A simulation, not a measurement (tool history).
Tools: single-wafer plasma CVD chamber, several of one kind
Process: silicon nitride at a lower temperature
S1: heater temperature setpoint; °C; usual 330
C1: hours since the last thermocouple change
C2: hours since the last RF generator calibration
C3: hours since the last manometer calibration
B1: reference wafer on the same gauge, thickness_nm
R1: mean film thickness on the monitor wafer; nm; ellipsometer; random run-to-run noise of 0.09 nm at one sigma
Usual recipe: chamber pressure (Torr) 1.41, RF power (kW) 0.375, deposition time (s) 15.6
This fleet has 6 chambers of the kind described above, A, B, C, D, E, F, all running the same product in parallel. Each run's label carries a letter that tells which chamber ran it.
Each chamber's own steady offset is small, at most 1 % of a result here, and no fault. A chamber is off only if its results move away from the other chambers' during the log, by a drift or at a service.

At hour 0.3: chamber C: capacitance manometer re-zeroed and calibrated.
Run 1B, hour 5.9: usual settings; C1 2422.4; C2 684.4; C3 1168.6; B1 24.501. Result: R1 20.559 nm.
Run 2A, hour 16.6: usual settings; C1 1600.6; C2 1286.3; C3 1447; B1 24.527. Result: R1 20.55 nm.
At hour 17.4: chamber D: thermocouple changed; heater temperature recalibrated.
Run 3D, hour 29.8: usual settings; C1 12.5; C2 508; C3 1177; B1 24.491. Result: R1 20.436 nm.
Run 4F, hour 37.3: usual settings; C1 1618; C2 1770.4; C3 559.3; B1 24.513. Result: R1 20.508 nm.
Run 5C, hour 48.8: usual settings but deposition time (s) 14.3; C1 2621.3; C2 903.6; C3 48.5; B1 24.503. Result: R1 18.85 nm.
Run 6E, hour 60.6: usual settings but deposition time (s) 14.3; C1 410.1; C2 1071.5; C3 1915.9; B1 24.514. Result: R1 18.838 nm.
Run 7E, hour 68: usual settings but deposition time (s) 14.3; C1 417.5; C2 1078.9; C3 1923.3; B1 24.514. Result: R1 18.793 nm.
Run 8F, hour 75.7: usual settings but deposition time (s) 14.3; C1 1656.4; C2 1808.8; C3 597.7; B1 24.517. Result: R1 18.872 nm.
Run 9A, hour 86.8: usual settings but deposition time (s) 14.3; C1 1670.8; C2 1356.5; C3 1517.2; B1 24.496. Result: R1 18.897 nm.
Run 10B, hour 98.9: usual settings but deposition time (s) 14.3; C1 2515.4; C2 777.4; C3 1261.6; B1 24.489. Result: R1 18.864 nm.
Run 11C, hour 111: usual settings; C1 2683.5; C2 965.8; C3 110.7; B1 24.514. Result: R1 20.631 nm.
Run 12D, hour 120.3: usual settings; C1 103; C2 598.5; C3 1267.5; B1 24.48. Result: R1 20.491 nm.
Run 13A, hour 131.1: usual settings; C1 1715.1; C2 1400.8; C3 1561.5; B1 24.529. Result: R1 20.438 nm.
At hour 132.4: chamber C: RF generator calibrated.
Run 14F, hour 137.5: usual settings but chamber pressure (Torr) 1.18; C1 1718.2; C2 1870.6; C3 659.5; B1 24.466. Result: R1 19.57 nm.
Run 15E, hour 147: usual settings but chamber pressure (Torr) 1.18; C1 496.5; C2 1157.9; C3 2002.3; B1 24.49. Result: R1 19.608 nm.
Run 16C, hour 154.3: usual settings but chamber pressure (Torr) 1.18; C1 2726.8; C2 22; C3 154; B1 24.506. Result: R1 19.586 nm.
Run 17D, hour 167.3: usual settings but chamber pressure (Torr) 1.18; C1 150; C2 645.5; C3 1314.5; B1 24.509. Result: R1 19.463 nm.
Run 18B, hour 173.2: usual settings but chamber pressure (Torr) 1.18; C1 2589.7; C2 851.7; C3 1335.9; B1 24.508. Result: R1 19.347 nm.
At hour 177.6: chamber E: capacitance manometer re-zeroed and calibrated.
Run 19C, hour 186.5: usual settings but chamber pressure (Torr) 1.18; C1 2759; C2 54.2; C3 186.2; B1 24.504. Result: R1 19.544 nm.
At hour 189.2: chamber C: thermocouple changed; heater temperature recalibrated.
Run 20A, hour 199: usual settings; C1 1783; C2 1468.7; C3 1629.4; B1 24.513. Result: R1 20.618 nm.
Run 21B, hour 209: usual settings; C1 2625.5; C2 887.5; C3 1371.7; B1 24.493. Result: R1 20.61 nm.
Run 22E, hour 215.1: usual settings; C1 564.6; C2 1226; C3 37.5; B1 24.501. Result: R1 20.599 nm.
Run 23F, hour 223.4: usual settings; C1 1804.1; C2 1956.5; C3 745.4; B1 24.495. Result: R1 20.479 nm.
At hour 226.7: chamber E: RF generator calibrated.
Run 24D, hour 230.6: usual settings but chamber pressure (Torr) 1.14; C1 213.3; C2 708.8; C3 1377.8; B1 24.5. Result: R1 19.356 nm.
Run 25E, hour 239.2: usual settings but chamber pressure (Torr) 1.14; C1 588.7; C2 12.5; C3 61.6; B1 24.499. Result: R1 19.644 nm.
At hour 240.7: chamber F: RF generator calibrated.
Run 26C, hour 245.2: usual settings but chamber pressure (Torr) 1.14; C1 56.1; C2 112.9; C3 244.9; B1 24.5. Result: R1 19.508 nm.
Run 27B, hour 252.9: usual settings but chamber pressure (Torr) 1.14; C1 2669.4; C2 931.4; C3 1415.6; B1 24.503. Result: R1 19.49 nm.
Run 28A, hour 259.3: usual settings but chamber pressure (Torr) 1.14; C1 1843.3; C2 1529; C3 1689.7; B1 24.491. Result: R1 19.505 nm.
Run 29F, hour 266.5: usual settings but chamber pressure (Torr) 1.14; C1 1847.2; C2 25.9; C3 788.5; B1 24.505. Result: R1 19.393 nm.
Run 30D, hour 274.1: usual settings; C1 256.8; C2 752.3; C3 1421.3; B1 24.501. Result: R1 20.324 nm.
Run 31B, hour 280.4: usual settings; C1 2696.9; C2 958.9; C3 1443.1; B1 24.478. Result: R1 20.658 nm.
Run 32D, hour 293: usual settings; C1 275.7; C2 771.2; C3 1440.2; B1 24.483. Result: R1 20.357 nm.
Run 33C, hour 299.7: usual settings; C1 110.6; C2 167.4; C3 299.4; B1 24.5. Result: R1 20.643 nm.
Run 34A, hour 306.7: usual settings but chamber pressure (Torr) 1.15, deposition time (s) 14.7; C1 1890.7; C2 1576.4; C3 1737.1; B1 24.487. Result: R1 18.277 nm.
Run 35F, hour 315.9: usual settings but chamber pressure (Torr) 1.15, deposition time (s) 14.7; C1 1896.6; C2 75.3; C3 837.9; B1 24.514. Result: R1 18.205 nm.
Run 36E, hour 323.5: usual settings but chamber pressure (Torr) 1.15, deposition time (s) 14.7; C1 673; C2 96.8; C3 145.9; B1 24.489. Result: R1 18.367 nm.
Run 37B, hour 332.6: usual settings but chamber pressure (Torr) 1.15, deposition time (s) 14.7; C1 2749.1; C2 1011.1; C3 1495.3; B1 24.512. Result: R1 18.491 nm.

For the next run the whole fleet of 6 chambers uses the same settings. Give each chamber's results:
Run 38A, hour 342.3: usual settings but S1 338 °C. Result: R1 ?.
Run 38B, hour 342.3: usual settings but S1 338 °C. Result: R1 ?.
Run 38C, hour 342.3: usual settings but S1 338 °C. Result: R1 ?.
Run 38D, hour 342.3: usual settings but S1 338 °C. Result: R1 ?.
Run 38E, hour 342.3: usual settings but S1 338 °C. Result: R1 ?.
Run 38F, hour 342.3: usual settings but S1 338 °C. Result: R1 ?.

run      R1
38A  20.488
38B  20.543
38C  20.654
38D  20.544
38E  20.669
38F   20.61
